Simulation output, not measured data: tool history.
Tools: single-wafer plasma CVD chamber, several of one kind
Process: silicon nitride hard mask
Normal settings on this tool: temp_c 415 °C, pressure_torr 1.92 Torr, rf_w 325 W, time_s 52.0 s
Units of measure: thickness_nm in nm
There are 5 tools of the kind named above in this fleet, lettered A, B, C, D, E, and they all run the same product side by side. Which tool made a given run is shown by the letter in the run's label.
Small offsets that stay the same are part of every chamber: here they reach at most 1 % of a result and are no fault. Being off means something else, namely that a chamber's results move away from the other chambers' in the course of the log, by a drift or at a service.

run   hour  temp_c  pressure_torr  rf_w  time_s  hours since the last thermocouple change  hours since the last RF generator calibration  hours since the last manometer calibration  read-back reference wafer on the same gauge, thickness_nm  thickness_nm
 1A   10.4     415           1.92   325    52.0                                    1498.0                                         1770.0                                      1695.6                                                     66.641        66.660
 2C   18.8     415           1.92   325    52.0                                     918.6                                          372.9                                      1185.1                                                     66.657        66.367
 3E   27.0     415           1.92   325    52.0                                    1242.9                                          845.0                                       136.3                                                     66.627        66.098
      38.9  -- chamber D: thermocouple changed; heater temperature recalibrated
 4B   43.7     415           1.92   325    52.0                                    1478.3                                          609.7                                       126.1                                                     66.699        66.000
 5D   55.4     415           1.92   325    52.0                                      16.5                                          901.1                                      1993.1                                                     66.683        65.470
 6A   68.0     415           1.92   325    52.0                                    1555.6                                         1827.6                                      1753.2                                                     66.752        66.615
 7C   76.5     415           1.92   325    52.0                                     976.3                                          430.6                                      1242.8                                                     66.810        66.597
 8B   93.0     415           1.92   325    52.0                                    1527.6                                          659.0                                       175.4                                                     66.731        66.602
 9D  108.8     415           1.53   325    58.1                                      69.9                                          954.5                                      2046.5                                                     66.672        68.614
10E  120.9     415           1.53   325    58.1                                    1336.8                                          938.9                                       230.2                                                     66.694        68.854
11C  128.4     415           1.53   325    58.1                                    1028.2                                          482.5                                      1294.7                                                     66.646        69.256
12D  140.9     415           1.53   325    58.1                                     102.0                                          986.6                                      2078.6                                                     66.644        67.838
13A  153.8     415           1.53   325    58.1                                    1641.4                                         1913.4                                      1839.0                                                     66.637        70.032
14B  169.6     415           1.92   325    52.0                                    1604.2                                          735.6                                       252.0                                                     66.700        66.141
15E  179.5     415           1.92   325    52.0                                    1395.4                                          997.5                                       288.8                                                     66.661        65.493
     184.7  -- chamber A: RF generator calibrated
16A  192.7     415           1.92   325    52.0                                    1680.3                                            8.1                                      1877.9                                                     66.689        67.136
17B  205.1     415           1.92   325    52.0                                    1639.7                                          771.1                                       287.5                                                     66.707        65.211
18E  213.5     415           1.92   325    52.0                                    1429.4                                         1031.5                                       322.8                                                     66.672        64.972
19C  229.8     415           1.92   325    52.0                                    1129.6                                          583.9                                      1396.1                                                     66.683        67.019
20D  241.7     415           1.92   325    52.0                                     202.8                                         1087.4                                      2179.4                                                     66.708        65.422
21D  249.1     415           1.92   325    52.0                                     210.2                                         1094.8                                      2186.8                                                     66.731        65.615
22C  260.5     415           1.92   280    42.3                                    1160.3                                          614.6                                      1426.8                                                     66.656        49.505
23B  275.8     415           1.92   280    42.3                                    1710.4                                          841.8                                       358.2                                                     66.591        49.081
     289.7  -- chamber E: thermocouple changed; heater temperature recalibrated
24A  291.7     415           1.92   280    42.3                                    1779.3                                          107.1                                      1976.9                                                     66.702        49.140
25E  304.7     415           1.92   280    42.3                                      15.0                                         1122.7                                       414.0                                                     66.758        46.989
26C  315.4     415           1.92   280    42.3                                    1215.2                                          669.5                                      1481.7                                                     66.738        48.981
27B  329.8     429           1.75   325    52.0                                    1764.4                                          895.8                                       412.2                                                     66.760        63.617
28A  339.5     429           1.75   325    52.0                                    1827.1                                          154.9                                      2024.7                                                     66.689        64.706
29D  352.5     429           1.75   325    52.0                                     313.6                                         1198.2                                      2290.2                                                     66.671        63.761
30E  365.7     429           1.75   325    52.0                                      76.0                                         1183.7                                       475.0                                                     66.736        62.302
31E  378.4     429           1.75   325    52.0                                      88.7                                         1196.4                                       487.7                                                     66.653        61.728

For the next run the whole fleet of 5 chambers uses the same settings. Give each chamber's results:
32A  390.3     415           1.92   370    52.0                                                                                                                                                                                                             ?
32B  390.3     415           1.92   370    52.0                                                                                                                                                                                                             ?
32C  390.3     415           1.92   370    52.0                                                                                                                                                                                                             ?
32D  390.3     415           1.92   370    52.0                                                                                                                                                                                                             ?
32E  390.3     415           1.92   370    52.0                                                                                                                                                                                                             ?

run  thickness_nm
32A        72.670
32B        70.387
32C        72.187
32D        71.215
32E        68.766
